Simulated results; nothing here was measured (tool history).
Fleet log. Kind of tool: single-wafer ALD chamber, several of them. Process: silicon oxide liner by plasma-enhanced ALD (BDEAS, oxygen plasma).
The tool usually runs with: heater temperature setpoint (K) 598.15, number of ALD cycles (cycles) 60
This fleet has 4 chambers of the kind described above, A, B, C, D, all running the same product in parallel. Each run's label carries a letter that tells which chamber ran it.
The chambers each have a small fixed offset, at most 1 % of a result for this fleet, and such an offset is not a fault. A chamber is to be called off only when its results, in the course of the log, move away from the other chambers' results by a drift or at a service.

run	hour	heater temperature setpoint (K)	number of ALD cycles (cycles)	read-back reference wafer on the same gauge, thickness_nm	mean film thickness on the monitor wafer (nm)
# hour 6.3: chamber B: thermocouple changed; heater temperature recalibrated
1B	10.3	598.15	60	6.3107	5.3938
2C	20.0	598.15	60	6.3119	5.3921
3A	25.8	598.15	60	6.3139	5.3438
4D	36.1	598.15	60	6.3150	5.4230
5D	40.8	587.15	60	6.3150	5.5029
6A	48.6	587.15	60	6.3167	5.4306
7C	56.3	587.15	60	6.3163	5.4832
8B	61.2	587.15	60	6.3171	5.4843
9A	67.2	612.15	53	6.3191	4.6244
10C	75.5	612.15	53	6.3203	4.6790
11D	84.3	612.15	53	6.3217	4.6971
12B	89.1	612.15	53	6.3226	4.6701
13D	98.0	598.15	60	6.3237	5.4308
14C	102.7	598.15	60	6.3251	5.4062
15B	112.6	598.15	60	6.3259	5.3987
16A	117.9	598.15	60	6.3271	5.3457
17C	124.4	598.15	60	6.3296	5.4120
18B	130.8	598.15	60	6.3266	5.3950
19A	138.5	598.15	60	6.3291	5.3590
20D	146.9	598.15	60	6.3287	5.4443
21D	155.5	598.15	60	6.3311	5.4388
22B	160.3	604.15	71	6.3311	6.3372
23C	165.0	604.15	71	6.3338	6.3536
24A	170.2	604.15	71	6.3334	6.2943
25D	177.8	604.15	71	6.3362	6.3939
26B	183.9	598.15	70	6.3353	6.3111

Next, all 4 chambers run the settings below, one line each with question marks for the results. What does each chamber give?
27A	191.5	598.15	60		?
27B	191.5	598.15	60		?
27C	191.5	598.15	60		?
27D	191.5	598.15	60		?

run	mean film thickness on the monitor wafer (nm)
27A	5.3578
27B	5.4162
27C	5.4210
27D	5.4388
